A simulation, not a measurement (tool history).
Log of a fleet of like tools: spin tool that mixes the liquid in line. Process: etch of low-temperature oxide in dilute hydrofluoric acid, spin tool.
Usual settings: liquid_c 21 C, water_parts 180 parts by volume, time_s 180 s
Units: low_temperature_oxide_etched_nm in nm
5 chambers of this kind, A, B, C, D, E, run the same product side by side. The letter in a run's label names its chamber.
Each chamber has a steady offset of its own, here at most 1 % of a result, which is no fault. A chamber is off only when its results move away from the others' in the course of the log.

run    day  liquid_c  water_parts  time_s  read-back film thickness of the low-temperature oxide reference wafer, read on the same gauge (nm)  low_temperature_oxide_etched_nm
 1C  0.146        21          180     180                                                                                              30.002                           28.754
 2E  0.321        21          180     180                                                                                                  30                           28.601
 3B  0.583        21          180     180                                                                                              30.004                           28.758
 4D  0.833        21          180     180                                                                                              30.005                           28.513
 5A  1.058        21          180     180                                                                                              29.979                           28.487
 6B  1.208        21          180     180                                                                                              30.016                           28.491
 7D  1.442        21          180     180                                                                                              30.005                           28.572
 8A  1.725        21          180     180                                                                                              29.979                           28.752
 9C  1.879        21          180     180                                                                                              30.018                           28.393
10E  2.021        21          180     180                                                                                              30.008                           28.531
11E  2.275        21          180     180                                                                                              29.986                           28.639
12B  2.554        21          180     180                                                                                              29.991                           28.625
     2.579  -- chamber E: hydrofluoric acid flow meter replaced
13A  2.758        21          180     180                                                                                              29.997                           28.735
14D  2.979        21          180     180                                                                                              30.013                           28.404
15C  3.133        21          180     180                                                                                              29.983                           28.357
16D  3.279        21          180     180                                                                                              30.022                           28.823
17E  3.417        21          180     180                                                                                              30.012                           28.924
18A  3.667        21          180     180                                                                                              30.025                           28.599
19C  3.854        21          180     180                                                                                              29.981                           28.501
     4.029  -- chamber C: hydrofluoric acid flow meter replaced
20B  4.092        21          135     100                                                                                              29.983                           22.576
21D  4.321        21          135     100                                                                                              29.995                           22.457
22A   4.45        21          135     100                                                                                               30.02                           22.351
23C  4.583        21          135     100                                                                                              30.004                           22.368
24E   4.85        21          135     100                                                                                              29.988                           22.943
25B  4.988        21          180     180                                                                                              30.017                           28.777
26E  5.138        21          180     180                                                                                              30.028                           29.651
27A  5.267        21          180     180                                                                                              30.005                           28.525
28B  5.438        21          180     180                                                                                              29.988                           28.826
29D  5.712        21          180     180                                                                                              29.993                             28.8
30C   5.95        21          180     180                                                                                              30.016                           28.562
31A  6.158        21          180     180                                                                                              30.001                           28.413
32C  6.371        21          180     180                                                                                              29.995                           28.651
33B  6.512        21          180     180                                                                                              30.008                           28.555
34E  6.633        21          180     180                                                                                              30.006                           30.413
35D  6.767        21          180     180                                                                                               30.02                           28.664
36E  6.892        21          180     180                                                                                               29.99                           30.288
37C  7.154        21          180     180                                                                                              29.996                           28.494
38D  7.362        21          180     180                                                                                               29.98                            28.72
39A  7.579        21          210     180                                                                                              30.007                           23.785
40B    7.8        21          210     180                                                                                              30.014                           23.723

What goes on in this fleet: one chamber off, a drifting gauge, or nothing beyond the chambers' own small offsets? Name the chamber and the cause, if any.

Chamber E drifts away from the others.
Cause: liquid hotter than its thermometer reads (K) = 2.3.
The log may not tell that from: hydrofluoric acid flow above the setpoint (%).

Here are 4 candidates for chamber E's next run, each the usual settings with a change, their results left as question marks. Which one brings its results back in line with what the others give on the usual settings?
In line means no further than this from the other chambers' mean on the usual settings: low_temperature_oxide_etched_nm 0.73 nm
41E-1  8.004        21          180     150                                                                                                                                    ?
41E-2  8.004        21          180     165                                                                                                                                    ?
41E-3  8.004        21          175     190                                                                                                                                    ?
41E-4  8.004      25.5          180     180                                                                                                                                    ?

The other chambers' mean on the usual settings: low_temperature_oxide_etched_nm 28.614 nm
  run  low_temperature_oxide_etched_nm
41E-1                            26.05
41E-2                           28.655
41E-3                           34.141
41E-4                           36.857
41E-2 brings the chamber back in line.
